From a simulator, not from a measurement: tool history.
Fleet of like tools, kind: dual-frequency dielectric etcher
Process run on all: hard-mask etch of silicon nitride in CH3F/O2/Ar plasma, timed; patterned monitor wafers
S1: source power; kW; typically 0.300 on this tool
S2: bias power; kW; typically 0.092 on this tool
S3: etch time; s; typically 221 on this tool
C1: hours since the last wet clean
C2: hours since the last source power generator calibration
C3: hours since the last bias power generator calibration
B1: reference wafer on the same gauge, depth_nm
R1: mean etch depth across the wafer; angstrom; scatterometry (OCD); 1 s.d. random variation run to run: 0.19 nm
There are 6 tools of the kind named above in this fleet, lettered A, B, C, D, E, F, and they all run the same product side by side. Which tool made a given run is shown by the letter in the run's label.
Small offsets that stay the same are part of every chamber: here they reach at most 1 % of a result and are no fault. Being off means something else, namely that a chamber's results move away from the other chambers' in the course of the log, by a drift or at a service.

| run | hour | S1 | S2 | S3 | C1 | C2 | C3 | B1 | R1 |
|---|---|---|---|---|---|---|---|---|---|
| 1A | 5.9 | 0.300 | 0.092 | 221 | 151.6 | 1653.4 | 914.8 | 159.01 | 1519.0 |
| 2F | 13.2 | 0.300 | 0.092 | 221 | 264.9 | 365.8 | 1338.8 | 158.89 | 1511.0 |
| 3C | 18.2 | 0.300 | 0.092 | 221 | 232.3 | 354.8 | 4129.0 | 158.96 | 1516.8 |
| 4D | 25.2 | 0.300 | 0.092 | 221 | 207.2 | 55.8 | 519.0 | 158.90 | 1524.0 |
| 5B | 30.9 | 0.300 | 0.092 | 221 | 348.3 | 2187.5 | 698.5 | 158.87 | 1522.2 |
| 6E | 35.2 | 0.300 | 0.092 | 221 | 329.7 | 769.8 | 2287.4 | 158.89 | 1525.6 |
| 7B | 39.7 | 0.300 | 0.092 | 221 | 357.1 | 2196.3 | 707.3 | 158.87 | 1521.8 |
| 8F | 46.8 | 0.300 | 0.092 | 221 | 298.5 | 399.4 | 1372.4 | 158.83 | 1507.2 |
| 9D | 53.3 | 0.300 | 0.092 | 221 | 235.3 | 83.9 | 547.1 | 158.83 | 1524.6 |
| 10A | 60.6 | 0.300 | 0.092 | 221 | 206.3 | 1708.1 | 969.5 | 158.76 | 1515.4 |
| 11E | 65.3 | 0.300 | 0.092 | 221 | 359.8 | 799.9 | 2317.5 | 158.82 | 1524.1 |
| 12C | 69.0 | 0.300 | 0.092 | 221 | 283.1 | 405.6 | 4179.8 | 158.76 | 1516.0 |
| 13B | 75.9 | 0.300 | 0.092 | 221 | 393.3 | 2232.5 | 743.5 | 158.72 | 1519.9 |
|  | 80.9 | chamber E: wet clean of the chamber |
| 14D | 81.1 | 0.300 | 0.092 | 221 | 263.1 | 111.7 | 574.9 | 158.73 | 1523.7 |
| 15A | 85.0 | 0.300 | 0.092 | 221 | 230.7 | 1732.5 | 993.9 | 158.69 | 1514.9 |
| 16C | 92.8 | 0.300 | 0.092 | 221 | 306.9 | 429.4 | 4203.6 | 158.68 | 1514.2 |
| 17F | 97.9 | 0.300 | 0.092 | 221 | 349.6 | 450.5 | 1423.5 | 158.65 | 1509.3 |
| 18E | 102.6 | 0.300 | 0.092 | 221 | 21.8 | 837.2 | 2354.8 | 158.58 | 1523.6 |
| 19A | 108.1 | 0.300 | 0.092 | 221 | 253.8 | 1755.6 | 1017.0 | 158.55 | 1513.9 |
| 20F | 113.4 | 0.300 | 0.092 | 221 | 365.1 | 466.0 | 1439.0 | 158.57 | 1504.3 |
| 21D | 117.9 | 0.300 | 0.092 | 221 | 299.9 | 148.5 | 611.7 | 158.51 | 1519.6 |
| 22C | 124.6 | 0.300 | 0.092 | 221 | 338.7 | 461.2 | 4235.4 | 158.58 | 1510.5 |
| 23B | 130.0 | 0.300 | 0.092 | 221 | 447.4 | 2286.6 | 797.6 | 158.54 | 1523.0 |
|  | 132.1 | chamber B: wet clean of the chamber |
| 24E | 134.8 | 0.240 | 0.077 | 221 | 54.0 | 869.4 | 2387.0 | 158.53 | 1311.4 |
| 25D | 140.4 | 0.240 | 0.077 | 221 | 322.4 | 171.0 | 634.2 | 158.45 | 1309.7 |
| 26F | 144.7 | 0.240 | 0.077 | 221 | 396.4 | 497.3 | 1470.3 | 158.48 | 1299.5 |
| 27C | 148.8 | 0.240 | 0.077 | 221 | 362.9 | 485.4 | 4259.6 | 158.43 | 1309.8 |
| 28B | 154.2 | 0.240 | 0.077 | 221 | 22.2 | 2310.8 | 821.8 | 158.44 | 1308.1 |
| 29A | 159.6 | 0.240 | 0.077 | 221 | 305.3 | 1807.1 | 1068.5 | 158.40 | 1301.8 |
| 30E | 166.1 | 0.300 | 0.092 | 221 | 85.3 | 900.7 | 2418.3 | 158.40 | 1524.1 |
| 31E | 171.2 | 0.300 | 0.092 | 272 | 90.4 | 905.8 | 2423.4 | 158.39 | 1872.6 |
| 32D | 178.0 | 0.300 | 0.092 | 272 | 360.0 | 208.6 | 671.8 | 158.36 | 1870.8 |
| 33C | 183.1 | 0.300 | 0.092 | 272 | 397.2 | 519.7 | 4293.9 | 158.39 | 1861.9 |
| 34A | 187.1 | 0.300 | 0.092 | 272 | 332.8 | 1834.6 | 1096.0 | 158.32 | 1858.0 |
| 35F | 194.2 | 0.300 | 0.092 | 272 | 445.9 | 546.8 | 1519.8 | 158.32 | 1848.8 |
| 36B | 200.4 | 0.300 | 0.092 | 272 | 68.4 | 2357.0 | 868.0 | 158.26 | 1862.8 |
| 37D | 205.5 | 0.300 | 0.092 | 221 | 387.5 | 236.1 | 699.3 | 158.17 | 1520.0 |
| 38E | 209.3 | 0.300 | 0.092 | 221 | 128.5 | 943.9 | 2461.5 | 158.28 | 1522.8 |
| 39B | 213.6 | 0.300 | 0.092 | 221 | 81.6 | 2370.2 | 881.2 | 158.25 | 1512.4 |

Is one chamber off against the others, does the gauge drift, or is nothing wrong? If a chamber is off, say which, and what the likeliest cause is.

No chamber is off; the gauge reading every chamber's wafers drifts, which makes the whole fleet appear to move together.
Cause: gauge reads low (%) = 0.512.

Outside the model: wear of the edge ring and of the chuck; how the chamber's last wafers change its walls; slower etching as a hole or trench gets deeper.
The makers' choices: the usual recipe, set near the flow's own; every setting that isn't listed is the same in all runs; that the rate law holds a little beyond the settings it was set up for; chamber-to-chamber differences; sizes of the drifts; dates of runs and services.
